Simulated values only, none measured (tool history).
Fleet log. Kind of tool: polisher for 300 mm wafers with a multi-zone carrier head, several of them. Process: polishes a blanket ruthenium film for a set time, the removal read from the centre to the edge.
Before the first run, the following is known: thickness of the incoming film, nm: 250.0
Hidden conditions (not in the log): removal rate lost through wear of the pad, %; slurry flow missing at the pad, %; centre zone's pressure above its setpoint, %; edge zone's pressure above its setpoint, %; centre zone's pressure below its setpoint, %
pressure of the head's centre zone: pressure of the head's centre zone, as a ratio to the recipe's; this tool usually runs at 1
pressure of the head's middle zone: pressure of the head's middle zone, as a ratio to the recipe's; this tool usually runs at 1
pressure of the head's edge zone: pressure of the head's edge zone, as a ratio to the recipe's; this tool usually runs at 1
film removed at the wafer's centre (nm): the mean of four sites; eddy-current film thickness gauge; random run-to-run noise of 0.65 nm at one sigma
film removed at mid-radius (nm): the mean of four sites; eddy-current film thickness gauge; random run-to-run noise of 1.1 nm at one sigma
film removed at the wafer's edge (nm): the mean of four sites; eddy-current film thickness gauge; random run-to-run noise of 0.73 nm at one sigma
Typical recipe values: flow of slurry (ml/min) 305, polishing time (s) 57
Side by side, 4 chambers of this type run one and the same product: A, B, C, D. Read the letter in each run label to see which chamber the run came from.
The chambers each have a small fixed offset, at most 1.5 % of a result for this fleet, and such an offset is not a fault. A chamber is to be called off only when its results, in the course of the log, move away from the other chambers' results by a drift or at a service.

run	hour	flow of slurry (ml/min)	pressure of the head's centre zone	pressure of the head's middle zone	pressure of the head's edge zone	polishing time (s)	wafers polished on this pad	hours since the slurry nozzle was cleaned	hours since the centre zone pressure was calibrated	hours since the edge zone pressure was calibrated	film removed at the wafer's centre (nm)	film removed at mid-radius (nm)	film removed at the wafer's edge (nm)
# hour 7.3: chamber A: worn pad replaced by a new one
1C	8	305	1	1	1	57	736	183.6	804.7	67	83.428	83.749	81.137
2D	14.1	305	1	1	1	57	435	131.6	886.8	521	82.108	83.578	83.066
3A	17.7	305	1	1	1	57	105	46.7	1065.8	406.9	80.981	82.566	83.589
4B	25.5	305	1	1	1	57	1054	349.5	494.8	1048.4	82.83	84.27	83.078
5D	33.2	305	1	1	1	57	629	150.7	905.9	540.1	81.834	83.817	83.132
6C	39.4	305	1	1	1	57	1055	215	836.1	98.4	83.586	83.459	82.673
7A	47.2	305	1	1	1	57	405	76.2	1095.3	436.4	81.282	82.635	82.446
# hour 49.2: chamber B: worn pad replaced by a new one
8B	51.9	305	1	1	1	57	27	375.9	521.2	1074.8	82.613	83.422	83.341
9D	56.1	305	1	1	1	57	862	173.6	928.8	563	82.389	84.3	81.06
10A	63.8	305	1	1	1	57	574	92.8	1111.9	453	81.694	82.306	83.197
11B	69.4	215	1	0.95	1	57	205	393.4	538.7	1092.3	79.255	75.999	80.661
# hour 71.4: chamber C: centre zone pressure recalibrated
12C	75.2	215	1	0.95	1	57	1419	250.8	3.9	134.2	70.431	75.729	79.806
13A	82.1	215	1	0.95	1	57	760	111.1	1130.2	471.3	79.441	76.548	80.669
# hour 82.6: chamber C: worn pad replaced by a new one
14C	85.6	215	1	0.95	1	57	31	261.2	14.3	144.6	71.576	76.307	79.884
# hour 87.6: chamber B: slurry nozzle cleaned
15B	89.3	305	1	1	1	57	407	1.8	558.6	1112.2	81.844	82.758	83.381
16D	96.3	305	1	0.9	1.12	57	1271	213.8	969	603.2	82.71	74.272	88.174
17C	100.7	305	1	0.9	1.12	57	184	276.3	29.4	159.7	74.346	77.526	86.264
18D	104.2	305	1	0.9	1.12	57	1351	221.7	976.9	611.1	82.362	75.227	87.047
19A	111.8	305	1	0.9	1.12	57	1062	140.8	1159.9	501	81.051	76.967	87.377
20B	115.8	305	1	1	1	57	677	28.3	585.1	1138.7	82.597	81.201	83.638
# hour 119.9: chamber D: worn pad replaced by a new one
# hour 120.5: chamber A: worn pad replaced by a new one
21B	123.2	220	1	1	1	57	752	35.7	592.5	1146.1	79.608	81.156	82.332
22A	127.3	220	1	1	1	57	69	156.3	1175.4	516.5	78.292	79.452	80.507
23D	133.7	220	1	1	1	57	140	251.2	1006.4	640.6	79.389	79.808	80.896
24C	139.9	220	1	1	1	57	583	315.5	68.6	198.9	70.616	79.67	79.095
25A	145.3	305	1	1	1	57	252	174.3	1193.4	534.5	82.797	83.234	81.892
26D	151	305	1	1	1	57	316	268.5	1023.7	657.9	82.507	82.359	82.465

What goes on in this fleet: one chamber off, a drifting gauge, or nothing beyond the chambers' own small offsets? Name the chamber and the cause, if any.

After it was serviced, chamber C no longer matches the other chambers.
What lies behind it: centre zone's pressure below its setpoint, % = 9.09.

Here are 4 candidates for chamber C's next run, each the usual settings with a change, their results left as question marks. Which one brings its results back in line with what the others give on the usual settings?
To be in line, a result may differ from the other chambers' mean on the usual settings by at most: film removed at the wafer's centre (nm) 2.3; film removed at mid-radius (nm) 3.8; film removed at the wafer's edge (nm) 2.6
27C-1	156.7	305	1.03	0.99	0.99	57					?	?	?
27C-2	156.7	310	1.07	0.98	0.98	58					?	?	?
27C-3	156.7	300	0.93	1.02	1.02	56					?	?	?
27C-4	156.7	305	0.97	1.01	1.01	57					?	?	?

Other chambers, usual settings, mean: film removed at the wafer's centre (nm) 82.288; film removed at mid-radius (nm) 83.127; film removed at the wafer's edge (nm) 82.681
run	film removed at the wafer's centre (nm)	film removed at mid-radius (nm)	film removed at the wafer's edge (nm)
27C-1	77.227	82.493	81.554
27C-2	82.099	83.266	82.655
27C-3	67.6	83.226	81.256
27C-4	72.249	84.058	82.39
27C-2 puts the chamber back in line with the other chambers.
